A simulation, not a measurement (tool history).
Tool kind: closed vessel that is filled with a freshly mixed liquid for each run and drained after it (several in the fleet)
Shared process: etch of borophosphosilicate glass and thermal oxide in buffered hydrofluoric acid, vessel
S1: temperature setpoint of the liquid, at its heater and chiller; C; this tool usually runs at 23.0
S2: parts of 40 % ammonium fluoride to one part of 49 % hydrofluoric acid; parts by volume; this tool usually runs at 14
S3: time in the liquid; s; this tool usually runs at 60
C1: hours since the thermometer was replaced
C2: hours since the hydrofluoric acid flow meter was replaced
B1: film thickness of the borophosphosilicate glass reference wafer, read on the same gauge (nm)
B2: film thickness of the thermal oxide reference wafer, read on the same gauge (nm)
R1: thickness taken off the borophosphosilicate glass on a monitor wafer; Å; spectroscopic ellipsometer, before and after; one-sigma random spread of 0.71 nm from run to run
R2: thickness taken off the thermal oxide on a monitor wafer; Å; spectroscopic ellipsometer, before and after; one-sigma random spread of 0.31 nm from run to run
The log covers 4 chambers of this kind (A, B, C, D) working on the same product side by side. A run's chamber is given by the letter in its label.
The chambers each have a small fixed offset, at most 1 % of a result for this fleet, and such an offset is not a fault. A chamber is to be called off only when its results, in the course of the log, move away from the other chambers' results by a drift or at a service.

run   hour    S1  S2  S3      C1      C2      B1      B2       R1      R2
 1C    4.4  23.0  14  60    96.4   461.3  90.008  120.01  1456.50  477.38
 2A   11.1  23.0  14  60   389.0   478.3  89.992  120.02  1460.40  473.35
 3B   14.3  23.0  14  60  1032.5  1989.5  90.015  120.00  1467.10  472.78
 4D   19.8  23.0  14  60  1213.4   201.0  89.984  119.98  1450.00  476.43
 5D   24.0  23.0  14  60  1217.6   205.2  90.000  119.98  1447.40  479.55
 6B   29.6  23.0  14  60  1047.8  2004.8  90.001  120.00  1461.40  476.09
 7C   35.9  23.0  14  60   127.9   492.8  89.979  120.01  1445.80  474.64
      38.4  -- chamber B: hydrofluoric acid flow meter replaced
 8A   39.2  23.0  14  60   417.1   506.4  89.982  120.02  1477.30  470.45
 9C   43.4  23.0  14  60   135.4   500.3  89.964  119.99  1450.10  469.59
10A   47.3  23.0  14  60   425.2   514.5  89.981  119.97  1478.50  472.70
11B   50.5  23.0  14  60  1068.7    12.1  90.043  120.01  1469.70  472.70
12D   55.6  23.0  14  60  1249.2   236.8  89.987  119.98  1463.20  477.23
13B   60.3  23.0  14  60  1078.5    21.9  90.018  120.01  1471.70  474.26
14C   67.5  23.0  14  60   159.5   524.4  90.024  119.98  1453.00  472.99
15D   72.6  23.0  14  60  1266.2   253.8  89.981  119.99  1458.70  478.04
16A   75.9  23.0  14  60   453.8   543.1  90.009  120.03  1478.70  477.02
17A   82.6  23.0  14  60   460.5   549.8  89.992  119.99  1469.80  470.37
18B   88.9  27.5  11  60  1107.1    50.5  90.062  120.00  2338.90  757.89
19D   92.6  27.5  11  60  1286.2   273.8  90.009  119.99  2349.60  771.55
20C   98.5  27.5  11  60   190.5   555.4  89.982  120.00  2336.70  765.27
21C  102.0  27.5  11  60   194.0   558.9  90.002  120.02  2330.80  776.44
22D  105.6  23.0  14  60  1299.2   286.8  89.984  119.99  1454.10  476.20
23B  109.1  23.0  14  30  1127.3    70.7  89.998  120.02   736.95  237.05
24A  115.5  23.0  14  30   493.4   582.7  90.013  119.99   744.44  235.37

For the next run the whole fleet of 4 chambers uses the same settings. Give each chamber's results:
25A  120.8  23.0  14  85                   ?   ?
25B  120.8  23.0  14  85                   ?   ?
25C  120.8  23.0  14  85                   ?   ?
25D  120.8  23.0  14  85                   ?   ?

run       R1      R2
25A  2078.50  674.69
25B  2076.40  670.15
25C  2061.70  667.75
25D  2057.90  676.94
